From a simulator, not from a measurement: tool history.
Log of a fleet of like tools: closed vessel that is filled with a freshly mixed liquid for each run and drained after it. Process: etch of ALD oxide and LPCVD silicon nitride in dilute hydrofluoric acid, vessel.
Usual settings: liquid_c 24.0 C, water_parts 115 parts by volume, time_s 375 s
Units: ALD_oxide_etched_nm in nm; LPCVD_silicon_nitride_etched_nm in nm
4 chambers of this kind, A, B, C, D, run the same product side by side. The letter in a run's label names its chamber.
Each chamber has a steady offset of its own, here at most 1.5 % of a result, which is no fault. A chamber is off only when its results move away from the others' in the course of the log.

run,hour,liquid_c,water_parts,time_s,hours since the thermometer was replaced,hours since the hydrofluoric acid flow meter was replaced,"read-back film thickness of the ALD oxide reference wafer, read on the same gauge (nm)","read-back film thickness of the LPCVD silicon nitride reference wafer, read on the same gauge (nm)",ALD_oxide_etched_nm,LPCVD_silicon_nitride_etched_nm
1D,14.5,24.0,115,375,1363.4,209.0,79.973,139.98,35.659,1.7477
2B,27.0,24.0,115,375,1218.2,1976.4,80.018,140.03,35.676,1.7944
3A,42.5,24.0,115,375,1936.1,544.7,79.975,139.95,35.561,1.8835
4C,53.4,24.0,115,375,1604.8,963.9,79.983,140.00,35.724,1.7827
5D,69.4,24.0,115,375,1418.3,263.9,80.022,140.00,35.711,1.8502
# hour 74.9: chamber B: hydrofluoric acid flow meter replaced
6A,83.8,24.0,115,375,1977.4,586.0,79.990,140.02,35.171,1.8699
7B,97.1,24.0,115,375,1288.3,22.3,79.999,139.97,35.524,1.7954
8C,104.0,24.0,115,375,1655.4,1014.5,79.991,140.03,35.852,1.8209
9D,114.3,24.0,115,375,1463.2,308.8,80.000,139.98,36.002,1.7656
10A,129.8,24.0,115,375,2023.4,632.0,79.987,139.99,35.466,1.8011
11B,143.4,24.0,115,375,1334.6,68.6,79.964,139.99,35.529,1.8386
12C,158.6,24.0,115,375,1710.0,1069.1,79.975,140.01,35.803,1.8440
13B,171.2,24.0,115,375,1362.4,96.4,79.994,140.00,35.524,1.8110
14A,186.6,24.0,115,375,2080.2,688.8,80.022,140.03,35.034,1.8035
15C,197.9,24.0,115,375,1749.3,1108.4,80.004,140.03,36.421,1.8605
16D,211.3,24.0,115,375,1560.2,405.8,80.027,139.99,35.919,1.8592
17A,225.2,24.0,115,375,2118.8,727.4,79.982,140.00,35.974,1.7843
18B,238.7,24.0,115,375,1429.9,163.9,80.016,140.01,35.922,1.7941
19D,254.5,24.0,115,375,1603.4,449.0,80.012,140.03,35.743,1.8187
# hour 265.5: chamber D: thermometer replaced
20C,267.0,24.0,115,375,1818.4,1177.5,80.007,140.00,36.877,1.8717
21B,276.9,24.0,115,375,1468.1,202.1,80.027,140.03,36.340,1.8058
22A,285.4,24.0,140,470,2179.0,787.6,79.980,139.98,35.728,1.9023
23C,293.0,24.0,140,470,1844.4,1203.5,80.000,140.00,36.673,1.9620
24D,300.9,24.0,140,470,35.5,495.4,80.003,140.06,35.877,1.8498
25B,309.2,24.0,140,470,1500.4,234.4,79.992,139.95,36.065,1.7951
26A,324.8,24.0,115,375,2218.4,827.0,79.981,139.98,35.636,1.8104
27C,337.7,24.0,115,375,1889.1,1248.2,80.010,139.98,36.463,1.9378
28D,353.9,24.0,115,375,88.5,548.4,80.005,139.98,36.197,1.8261
29C,369.6,24.0,115,375,1921.0,1280.1,80.007,139.99,36.971,1.9349
30D,381.4,24.0,115,375,116.0,575.9,80.004,140.01,35.596,1.8148
31B,396.1,24.0,115,375,1587.3,321.3,79.997,139.97,35.523,1.7857
32A,411.4,24.0,115,375,2305.0,913.6,80.009,139.95,35.960,1.7896
# hour 413.3: chamber C: hydrofluoric acid flow meter replaced
33D,422.9,24.0,115,375,157.5,617.4,80.001,140.01,35.550,1.9006
34C,432.5,21.5,155,375,1983.9,19.2,79.982,139.99,24.309,1.1988
35B,448.2,21.5,155,375,1639.4,373.4,80.022,139.96,23.256,1.1274
36A,458.2,21.5,155,375,2351.8,960.4,79.966,139.98,22.969,1.1892
37A,471.3,21.5,155,375,2364.9,973.5,80.016,140.06,23.028,1.1462
# hour 476.1: chamber B: thermometer replaced
38D,482.5,24.0,115,375,217.1,677.0,80.004,139.98,35.435,1.7722
39C,493.4,24.0,115,375,2044.8,80.1,79.996,140.03,37.239,1.9881
40B,503.0,24.0,115,375,26.9,428.2,79.966,139.98,35.387,1.7575
41B,519.1,24.0,115,375,43.0,444.3,80.013,139.95,36.183,1.8088
42C,531.4,24.0,115,225,2082.8,118.1,79.979,139.96,22.999,1.1982
43D,541.4,24.0,115,225,276.0,735.9,79.969,139.99,21.416,1.0867

All 4 chambers run these settings next. Forecast each chamber's results:
44A,553.0,24.0,155,375,,,,,?,?
44B,553.0,24.0,155,375,,,,,?,?
44C,553.0,24.0,155,375,,,,,?,?
44D,553.0,24.0,155,375,,,,,?,?

run,ALD_oxide_etched_nm,LPCVD_silicon_nitride_etched_nm
44A,24.789,1.3387
44B,25.401,1.3297
44C,26.719,1.4740
44D,25.333,1.3643
